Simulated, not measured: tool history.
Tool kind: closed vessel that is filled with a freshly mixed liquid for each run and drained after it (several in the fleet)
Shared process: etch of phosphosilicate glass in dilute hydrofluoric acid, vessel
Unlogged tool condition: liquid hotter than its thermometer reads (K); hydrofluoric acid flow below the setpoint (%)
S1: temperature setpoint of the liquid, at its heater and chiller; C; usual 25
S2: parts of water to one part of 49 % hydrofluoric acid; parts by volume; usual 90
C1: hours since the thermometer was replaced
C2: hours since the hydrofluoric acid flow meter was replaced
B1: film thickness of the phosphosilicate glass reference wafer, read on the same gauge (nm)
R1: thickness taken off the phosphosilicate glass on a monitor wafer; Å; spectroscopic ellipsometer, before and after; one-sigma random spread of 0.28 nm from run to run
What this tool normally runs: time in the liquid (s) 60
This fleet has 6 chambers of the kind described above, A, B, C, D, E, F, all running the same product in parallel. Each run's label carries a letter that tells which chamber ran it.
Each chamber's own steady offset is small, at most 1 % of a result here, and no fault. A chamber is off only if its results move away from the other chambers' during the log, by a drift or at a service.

{"run": "1E", "hour": 6.3, "S1": 25, "S2": 90, "time in the liquid (s)": 60, "C1": 106.1, "C2": 474.8, "B1": 29.978, "R1": 522.79}
{"run": "2A", "hour": 11.3, "S1": 25, "S2": 90, "time in the liquid (s)": 60, "C1": 301.8, "C2": 566, "B1": 29.99, "R1": 511.19}
{"run": "3C", "hour": 19.8, "S1": 25, "S2": 90, "time in the liquid (s)": 60, "C1": 1870.6, "C2": 528.7, "B1": 30.025, "R1": 521.42}
{"run": "4B", "hour": 29.7, "S1": 25, "S2": 90, "time in the liquid (s)": 60, "C1": 406.9, "C2": 70.3, "B1": 30.017, "R1": 512.63}
{"hour": 33.5, "done": "chamber D: thermometer replaced"}
{"run": "5F", "hour": 35.1, "S1": 25, "S2": 90, "time in the liquid (s)": 60, "C1": 1401.1, "C2": 783.5, "B1": 30.026, "R1": 518.14}
{"run": "6D", "hour": 42.7, "S1": 25, "S2": 90, "time in the liquid (s)": 60, "C1": 9.3, "C2": 237.5, "B1": 29.975, "R1": 513.72}
{"run": "7C", "hour": 49.3, "S1": 25, "S2": 90, "time in the liquid (s)": 60, "C1": 1900.1, "C2": 558.2, "B1": 30.004, "R1": 521.87}
{"run": "8B", "hour": 55.8, "S1": 25, "S2": 55, "time in the liquid (s)": 60, "C1": 433, "C2": 96.4, "B1": 30.021, "R1": 876.17}
{"run": "9E", "hour": 64.0, "S1": 25, "S2": 55, "time in the liquid (s)": 60, "C1": 163.8, "C2": 532.5, "B1": 29.995, "R1": 883.06}
{"run": "10D", "hour": 75.2, "S1": 25, "S2": 55, "time in the liquid (s)": 60, "C1": 41.8, "C2": 270, "B1": 30.004, "R1": 878.85}
{"run": "11A", "hour": 85.2, "S1": 25, "S2": 55, "time in the liquid (s)": 60, "C1": 375.7, "C2": 639.9, "B1": 30.029, "R1": 879.54}
{"run": "12F", "hour": 96.0, "S1": 25, "S2": 55, "time in the liquid (s)": 60, "C1": 1462, "C2": 844.4, "B1": 30.02, "R1": 882.6}
{"run": "13E", "hour": 106.5, "S1": 25, "S2": 55, "time in the liquid (s)": 60, "C1": 206.3, "C2": 575, "B1": 29.999, "R1": 884.42}
{"hour": 111.0, "done": "chamber C: thermometer replaced"}
{"hour": 112.2, "done": "chamber B: thermometer replaced"}
{"run": "14A", "hour": 115.6, "S1": 25, "S2": 90, "time in the liquid (s)": 60, "C1": 406.1, "C2": 670.3, "B1": 30.005, "R1": 521.68}
{"run": "15F", "hour": 122.0, "S1": 25, "S2": 90, "time in the liquid (s)": 60, "C1": 1488, "C2": 870.4, "B1": 29.98, "R1": 509.04}
{"run": "16D", "hour": 131.4, "S1": 25, "S2": 90, "time in the liquid (s)": 60, "C1": 98, "C2": 326.2, "B1": 29.994, "R1": 509.83}
{"run": "17C", "hour": 142.3, "S1": 25, "S2": 90, "time in the liquid (s)": 60, "C1": 31.4, "C2": 651.2, "B1": 29.995, "R1": 526.13}
{"run": "18B", "hour": 152.1, "S1": 25, "S2": 60, "time in the liquid (s)": 60, "C1": 39.9, "C2": 192.7, "B1": 30.018, "R1": 798.77}
{"hour": 159.3, "done": "chamber F: thermometer replaced"}
{"run": "19D", "hour": 159.8, "S1": 25, "S2": 60, "time in the liquid (s)": 60, "C1": 126.4, "C2": 354.6, "B1": 29.975, "R1": 802.34}
{"run": "20A", "hour": 168.8, "S1": 25, "S2": 60, "time in the liquid (s)": 60, "C1": 459.3, "C2": 723.5, "B1": 30.02, "R1": 805.18}
{"run": "21B", "hour": 174.6, "S1": 25, "S2": 60, "time in the liquid (s)": 60, "C1": 62.4, "C2": 215.2, "B1": 29.998, "R1": 794.73}
{"run": "22E", "hour": 179.9, "S1": 25, "S2": 60, "time in the liquid (s)": 60, "C1": 279.7, "C2": 648.4, "B1": 29.982, "R1": 807.87}
{"hour": 188.7, "done": "chamber A: hydrofluoric acid flow meter replaced"}
{"run": "23F", "hour": 190.0, "S1": 25, "S2": 60, "time in the liquid (s)": 60, "C1": 30.8, "C2": 938.4, "B1": 29.998, "R1": 799.57}
{"run": "24C", "hour": 198.4, "S1": 25, "S2": 90, "time in the liquid (s)": 60, "C1": 87.5, "C2": 707.3, "B1": 30.03, "R1": 520.35}
{"run": "25E", "hour": 209.0, "S1": 25, "S2": 90, "time in the liquid (s)": 50, "C1": 308.8, "C2": 677.5, "B1": 29.991, "R1": 429.95}
{"run": "26D", "hour": 216.9, "S1": 25, "S2": 90, "time in the liquid (s)": 50, "C1": 183.5, "C2": 411.7, "B1": 29.99, "R1": 414.52}
{"run": "27A", "hour": 227.8, "S1": 25, "S2": 90, "time in the liquid (s)": 50, "C1": 518.3, "C2": 39.2, "B1": 29.983, "R1": 429.32}
{"run": "28B", "hour": 235.9, "S1": 25, "S2": 90, "time in the liquid (s)": 50, "C1": 123.7, "C2": 276.5, "B1": 29.991, "R1": 425.62}
{"run": "29F", "hour": 247.1, "S1": 25, "S2": 90, "time in the liquid (s)": 50, "C1": 87.9, "C2": 995.5, "B1": 30.005, "R1": 425.3}
{"run": "30C", "hour": 255.1, "S1": 25, "S2": 90, "time in the liquid (s)": 50, "C1": 144.2, "C2": 764, "B1": 30, "R1": 434.2}
{"run": "31D", "hour": 261.3, "S1": 25, "S2": 90, "time in the liquid (s)": 60, "C1": 227.9, "C2": 456.1, "B1": 30, "R1": 487.57}
{"run": "32C", "hour": 268.9, "S1": 25, "S2": 90, "time in the liquid (s)": 60, "C1": 158, "C2": 777.8, "B1": 29.977, "R1": 519.1}
{"run": "33E", "hour": 279.7, "S1": 25, "S2": 90, "time in the liquid (s)": 60, "C1": 379.5, "C2": 748.2, "B1": 29.976, "R1": 521.4}
{"run": "34F", "hour": 284.7, "S1": 25, "S2": 90, "time in the liquid (s)": 60, "C1": 125.5, "C2": 1033.1, "B1": 29.987, "R1": 510.1}
{"run": "35B", "hour": 293.5, "S1": 25, "S2": 90, "time in the liquid (s)": 60, "C1": 181.3, "C2": 334.1, "B1": 30.011, "R1": 510.01}
{"run": "36A", "hour": 299.2, "S1": 25, "S2": 90, "time in the liquid (s)": 60, "C1": 589.7, "C2": 110.6, "B1": 30.007, "R1": 514.42}
{"run": "37B", "hour": 309.8, "S1": 25, "S2": 90, "time in the liquid (s)": 60, "C1": 197.6, "C2": 350.4, "B1": 30.004, "R1": 512.81}

Next, all 6 chambers run the settings below, one line each with question marks for the results. What does each chamber give?
{"run": "38A", "hour": 318.1, "S1": 25, "S2": 90, "time in the liquid (s)": 60, "R1": "?"}
{"run": "38B", "hour": 318.1, "S1": 25, "S2": 90, "time in the liquid (s)": 60, "R1": "?"}
{"run": "38C", "hour": 318.1, "S1": 25, "S2": 90, "time in the liquid (s)": 60, "R1": "?"}
{"run": "38D", "hour": 318.1, "S1": 25, "S2": 90, "time in the liquid (s)": 60, "R1": "?"}
{"run": "38E", "hour": 318.1, "S1": 25, "S2": 90, "time in the liquid (s)": 60, "R1": "?"}
{"run": "38F", "hour": 318.1, "S1": 25, "S2": 90, "time in the liquid (s)": 60, "R1": "?"}

run=38A R1=519.15
run=38B R1=509.95
run=38C R1=516.29
run=38D R1=483.42
run=38E R1=515.69
run=38F R1=511.49
